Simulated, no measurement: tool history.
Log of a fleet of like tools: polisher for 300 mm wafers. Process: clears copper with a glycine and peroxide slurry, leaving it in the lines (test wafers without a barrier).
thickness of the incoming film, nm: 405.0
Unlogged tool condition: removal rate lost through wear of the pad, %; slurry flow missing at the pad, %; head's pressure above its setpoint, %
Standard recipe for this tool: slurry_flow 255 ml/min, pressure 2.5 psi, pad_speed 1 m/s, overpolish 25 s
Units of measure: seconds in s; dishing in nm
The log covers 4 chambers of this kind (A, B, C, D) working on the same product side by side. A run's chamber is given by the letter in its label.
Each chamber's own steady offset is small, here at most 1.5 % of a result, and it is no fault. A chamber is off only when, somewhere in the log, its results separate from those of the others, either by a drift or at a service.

run   hour  slurry_flow  pressure  pad_speed  overpolish  wafers polished on this pad  hours since the slurry nozzle was cleaned  hours since the head pressure was calibrated  seconds  dishing
       3.7  -- chamber D: worn pad replaced by a new one
 1A    5.6          255       2.5          1          25                          960                                       93.1                                          22.7   94.583   47.605
       8.1  -- chamber D: head pressure recalibrated
 2D    9.9          255       2.5          1          25                           67                                      119.5                                           1.8    93.83   47.945
 3B   15.8          255       2.5          1          25                          363                                      336.4                                          61.4   95.365   47.359
 4C   22.7          255       2.5          1          25                          495                                      484.6                                         404.5    91.46   47.989
 5C   27.5          255       2.5          1          25                          546                                      489.4                                         409.3    94.85   47.677
 6A   33.3          255       2.5          1          25                         1257                                      120.8                                          50.4   92.639   48.694
 7B   36.5          255       2.5          1          25                          584                                      357.1                                          82.1   92.032   47.464
 8D   42.5          255       2.5          1          25                          416                                      152.1                                          34.4   96.543   47.947
      44.4  -- chamber A: worn pad replaced by a new one
      45.2  -- chamber B: worn pad replaced by a new one
 9A     47          255       2.5          1          25                           28                                      134.5                                          64.1   92.084   48.253
10C   53.4          255       2.5          1          25                          824                                      515.3                                         435.2   95.095   49.012
        56  -- chamber D: worn pad replaced by a new one
11D     60          255       2.5          1          25                           42                                      169.6                                          51.9   93.439   47.601
12B   65.5          255       2.5          1          25                          217                                      386.1                                         111.1   93.422   48.367
13C   69.6          255       2.5          1          25                          997                                      531.5                                         451.4   93.876   47.092
14D   73.2          255       2.5          1          25                          184                                      182.8                                          65.1   92.828    47.89
15A   78.1          255       2.5          1          25                          362                                      165.6                                          95.2   93.655   48.465
16B   81.2          255       2.5          1          25                          386                                      401.8                                         126.8   93.015   48.262
17B   84.5          255       2.5          1          25                          421                                      405.1                                         130.1   95.311   47.793
18C   89.4          255       2.5          1          25                         1209                                      551.3                                         471.2   96.875   46.909
19D   94.6          255       2.5          1          25                          413                                      204.2                                          86.5    95.36   46.061
20A  100.6          255       2.5          1          25                          603                                      188.1                                         117.7   93.741   48.934
21B  105.5          255       2.5          1          25                          646                                      426.1                                         151.1   95.122   47.676
22D  108.6          255       2.5          1          25                          563                                      218.2                                         100.5   93.116   46.555
     109.7  -- chamber B: worn pad replaced by a new one
23C  113.4          255       2.5          1          25                         1466                                      575.3                                         495.2   97.247   48.298
24A  118.9          255       2.5          1          25                          799                                      206.4                                           136   93.058   50.591
25C  122.4          255       2.5          1          25                         1563                                      584.3                                         504.2     96.4   46.726
     123.3  -- chamber D: worn pad replaced by a new one
26A  125.7          255       2.5          1          25                          872                                      213.2                                         142.8   93.351   47.716
27B  130.9          330       2.1          1          25                          227                                      451.5                                         176.5   104.35   44.604
28D  137.8          330       2.1          1          25                          156                                      247.4                                         129.7   103.35   43.917
     142.2  -- chamber A: worn pad replaced by a new one
29B  144.3          330       2.1          1          25                          370                                      464.9                                         189.9      105   44.355
30D  149.5          330       2.1          1          25                          281                                      259.1                                         141.4   104.26     45.6
31C  154.1          255       2.5          1          25                         1903                                        616                                         535.9   99.625   46.972
32A  157.5          255       1.7          1          25                          164                                        245                                         174.6   127.07   41.466
33B  162.5          255       1.7          1          25                          565                                      483.1                                         208.1   129.33   42.671
     165.3  -- chamber B: worn pad replaced by a new one
34D  169.1          255       1.7          1          25                          491                                      278.7                                           161   129.51   39.636
35A  172.9          255       1.7          1          25                          329                                      260.4                                           190   123.39   42.365
     176.9  -- chamber D: worn pad replaced by a new one
36C  178.1          255       2.5          1          25                         2160                                        640                                         559.9   99.738   46.744
37A  184.7          255       2.5          1          25                          455                                      272.2                                         201.8   93.145   48.357
38D  191.3          255       2.5          1          25                          154                                      300.9                                         183.2   95.409   46.997
39B  196.9          255       2.5          1          25                          339                                      517.5                                         242.5   95.236   48.525
40C  200.6          255       2.5          1          25                         2401                                      662.5                                         582.4   102.34   45.255
41A    207          255       2.5          1          25                          694                                      294.5                                         224.1    94.97   48.857
42B  213.7          255       2.5          1          25                          519                                      534.3                                         259.3   94.866   47.355

Next, every chamber runs the same settings. What will each give?
43A  218.8          255       2.5          1          25                                                                                                                              ?        ?
43B  218.8          255       2.5          1          25                                                                                                                              ?        ?
43C  218.8          255       2.5          1          25                                                                                                                              ?        ?
43D  218.8          255       2.5          1          25                                                                                                                              ?        ?

run  seconds  dishing
43A   91.954   48.085
43B    93.42   47.445
43C   102.57   46.312
43D   95.389   46.975
